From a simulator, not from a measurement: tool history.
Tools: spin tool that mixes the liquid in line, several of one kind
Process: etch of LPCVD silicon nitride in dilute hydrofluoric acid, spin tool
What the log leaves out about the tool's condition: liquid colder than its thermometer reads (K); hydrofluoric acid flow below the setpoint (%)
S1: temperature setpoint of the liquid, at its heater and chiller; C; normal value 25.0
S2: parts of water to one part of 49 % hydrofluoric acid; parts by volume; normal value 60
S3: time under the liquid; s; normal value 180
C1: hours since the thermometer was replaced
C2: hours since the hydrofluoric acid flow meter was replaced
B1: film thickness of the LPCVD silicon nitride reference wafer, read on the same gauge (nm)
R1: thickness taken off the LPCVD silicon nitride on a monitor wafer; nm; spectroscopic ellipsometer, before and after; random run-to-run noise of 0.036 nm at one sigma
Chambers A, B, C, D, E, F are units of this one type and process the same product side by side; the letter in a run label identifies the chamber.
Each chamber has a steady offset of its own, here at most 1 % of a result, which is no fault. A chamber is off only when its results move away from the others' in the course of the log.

run     day    S1  S2   S3      C1      C2      B1       R1
 1C   0.533  25.0  60  180    52.6   133.0  40.020  1.46920
 2E   0.975  25.0  60  180   847.8  1362.7  39.998  1.37830
      1.042  -- chamber E: hydrofluoric acid flow meter replaced
 3D   1.304  25.0  60  180   215.4   103.1  40.004  1.42460
 4B   1.838  25.0  60  180  1304.4   239.5  40.016  1.49180
 5A   2.200  25.0  60  180  2495.7   166.6  40.003  1.49120
 6F   2.483  25.0  60  180   550.1   119.4  40.002  1.45240
 7A   2.867  25.0  60  180  2511.7   182.6  40.002  1.49340
 8E   3.400  25.0  60  180   906.0    56.6  39.990  1.45900
 9B   3.692  25.0  60  180  1348.9   284.0  40.008  1.41240
10C   4.138  25.0  60  180   139.1   219.5  40.008  1.37040
11F   4.467  25.0  60  180   597.7   167.0  39.995  1.50030
12D   4.783  25.0  60  180   298.9   186.6  39.989  1.40760
13B   5.275  25.0  60  180  1386.9   322.0  39.998  1.42770
14E   5.671  25.0  60  180   960.5   111.1  40.017  1.45330
15D   6.062  25.0  60  180   329.6   217.3  39.999  1.41730
16A   6.488  23.5  60  120  2598.6   269.5  40.020  0.88247
17C   7.004  23.5  60  120   207.9   288.3  39.992  0.85152
18F   7.517  23.5  60  120   670.9   240.2  39.993  0.84688
19C   7.892  23.5  60  120   229.2   309.6  40.019  0.86712
20B   8.229  23.5  60  120  1457.8   392.9  39.993  0.82554
21A   8.517  23.5  60  120  2647.3   318.2  40.000  0.87770
22E   8.825  25.0  60  180  1036.2   186.8  39.994  1.42110
23D   9.146  27.0  60  110   403.6   291.3  40.026  1.01450
24F   9.442  27.0  60  110   717.1   286.4  40.002  1.03060
25F   9.942  27.0  60  110   729.1   298.4  40.004  0.97843
26D  10.300  27.0  60  110   431.3   319.0  40.013  1.02220
27A  10.750  27.0  60  110  2700.9   371.8  40.015  0.99280
28B  11.238  27.0  60  110  1530.0   465.1  39.996  0.97655
29E  11.479  25.0  60  180  1099.9   250.5  39.998  1.40300
30C  11.883  25.0  60  180   325.0   405.4  39.996  1.52210
31C  12.225  25.0  60  180   333.2   413.6  39.999  1.41110
32B  12.638  25.0  60  180  1563.6   498.7  39.997  1.29370
     12.850  -- chamber A: thermometer replaced
33F  13.075  25.0  60  180   804.3   373.6  40.008  1.39970
34D  13.388  25.0  60  180   505.4   393.1  39.995  1.44410
35E  13.688  25.0  60  180  1152.9   303.5  39.992  1.46750
36A  14.133  25.0  60  180    30.8   453.0  39.993  1.36200
37B  14.421  25.0  60  180  1606.4   541.5  40.007  1.34880
38F  14.838  25.0  60  180   846.6   415.9  39.988  1.47610
39A  15.317  25.0  60  180    59.2   481.4  40.000  1.39240
40D  15.633  25.0  60  180   559.3   447.0  39.993  1.50170
41E  16.175  25.0  60  180  1212.6   363.2  39.997  1.49260
42C  16.629  25.0  60  180   438.9   519.3  39.997  1.36810
43A  17.038  25.0  60  180   100.5   522.7  39.976  1.51640

Decide between three cases: one chamber stands off from its peers, the gauge reading all wafers drifts, or nothing is wrong past each chamber's small offset. Where a chamber is off, say which and what most likely put it there.

One chamber, B, drifts off from the rest bit by bit.
Likeliest cause: liquid colder than its thermometer reads (K) = 2.03.
The log may not tell that from: hydrofluoric acid flow below the setpoint (%).

Which of the 4 candidates below, each the usual settings with something changed and its results left as question marks, puts chamber B back in line with what the other chambers give on the usual settings?
A result is in line if it is within this distance of the other chambers' mean on the usual settings: R1 0.12000 nm
44B-1  17.429  25.0  60  235               ?
44B-2  17.429  25.0  60  155               ?
44B-3  17.429  25.5  60  200               ?
44B-4  17.429  23.5  70  180               ?

On the usual settings, the other chambers give on average: R1 1.43410 nm
  run       R1
44B-1  1.63790
44B-2  1.08030
44B-3  1.44180
44B-4  0.97021
It is 44B-3 that realigns the chamber with its peers.
